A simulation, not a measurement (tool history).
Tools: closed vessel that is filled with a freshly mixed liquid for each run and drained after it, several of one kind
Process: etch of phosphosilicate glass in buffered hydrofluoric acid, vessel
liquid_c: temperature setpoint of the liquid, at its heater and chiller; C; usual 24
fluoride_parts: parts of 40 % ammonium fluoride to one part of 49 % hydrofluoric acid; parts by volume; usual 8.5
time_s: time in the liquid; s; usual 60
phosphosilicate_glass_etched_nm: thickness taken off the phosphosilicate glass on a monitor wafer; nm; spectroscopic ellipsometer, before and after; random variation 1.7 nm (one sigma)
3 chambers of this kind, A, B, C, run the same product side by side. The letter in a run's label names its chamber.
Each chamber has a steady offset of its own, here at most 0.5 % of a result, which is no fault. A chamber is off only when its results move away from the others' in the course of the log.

run	hour	liquid_c	fluoride_parts	time_s	read-back film thickness of the phosphosilicate glass reference wafer, read on the same gauge (nm)	phosphosilicate_glass_etched_nm
1A	10	24	8.5	60	149.98	238.65
2B	17.8	24	8.5	60	149.98	240.96
3C	30.7	24	8.5	60	149.99	238.89
4B	43.4	24	8.5	60	149.99	242.12
5C	50.6	24	8.5	60	150.01	239.41
6A	64.8	22	8.5	60	150.04	216.67
7C	78.4	22	8.5	60	150	215.47
8A	91	22	8.5	60	150.04	214.91
9B	103.2	24	11	70	150.01	226.01
10A	111.4	24	11	70	149.99	225.63
11C	121.7	24	11	70	149.97	222.56
12B	136.3	24	8.5	60	149.97	243.25
13C	149	27.5	8.5	60	149.94	288.36
14B	157	27.5	8.5	60	149.98	292.91
15A	166.7	27.5	8.5	60	149.97	282.83
16A	178.2	24	8.5	60	150	235.35
17B	185	24	8.5	60	150.04	241.24
18C	195.4	24	8.5	60	150.01	242.38
# hour 198.3: chamber B: hydrofluoric acid flow meter replaced
19B	205.1	24	8.5	60	149.98	240.09
20A	219.6	24	8.5	60	150.01	230.97
21C	227.9	24	10	40	149.99	140.62
22C	237	24	10	40	149.98	140.93
23A	248.9	24	10	40	149.96	133.87
24B	255.5	24	8.5	60	149.98	240.86
25B	266.6	24	8.5	60	149.95	241.01

Is one chamber off against the others, does the gauge drift, or is nothing wrong? If a chamber is off, say which, and what the likeliest cause is.

Chamber A drifts away from the others.
Cause: liquid colder than its thermometer reads (K) = 1.18.
The log may not tell that from: hydrofluoric acid flow below the setpoint (%).

Here are 4 candidates for chamber A's next run, each the usual settings with a change, their results left as question marks. Which one brings its results back in line with what the others give on the usual settings?
In line means no further than this from the other chambers' mean on the usual settings: phosphosilicate_glass_etched_nm 5.8 nm
26A-1	277.2	24.5	8.5	60		?
26A-2	277.2	23.5	8.5	60		?
26A-3	277.2	24	8	60		?
26A-4	277.2	24	9	60		?

The other chambers' mean on the usual settings: phosphosilicate_glass_etched_nm 241.27 nm
run	phosphosilicate_glass_etched_nm
26A-1	233.17
26A-2	220.59
26A-3	242.3
26A-4	213.19
26A-3 brings the chamber back in line.
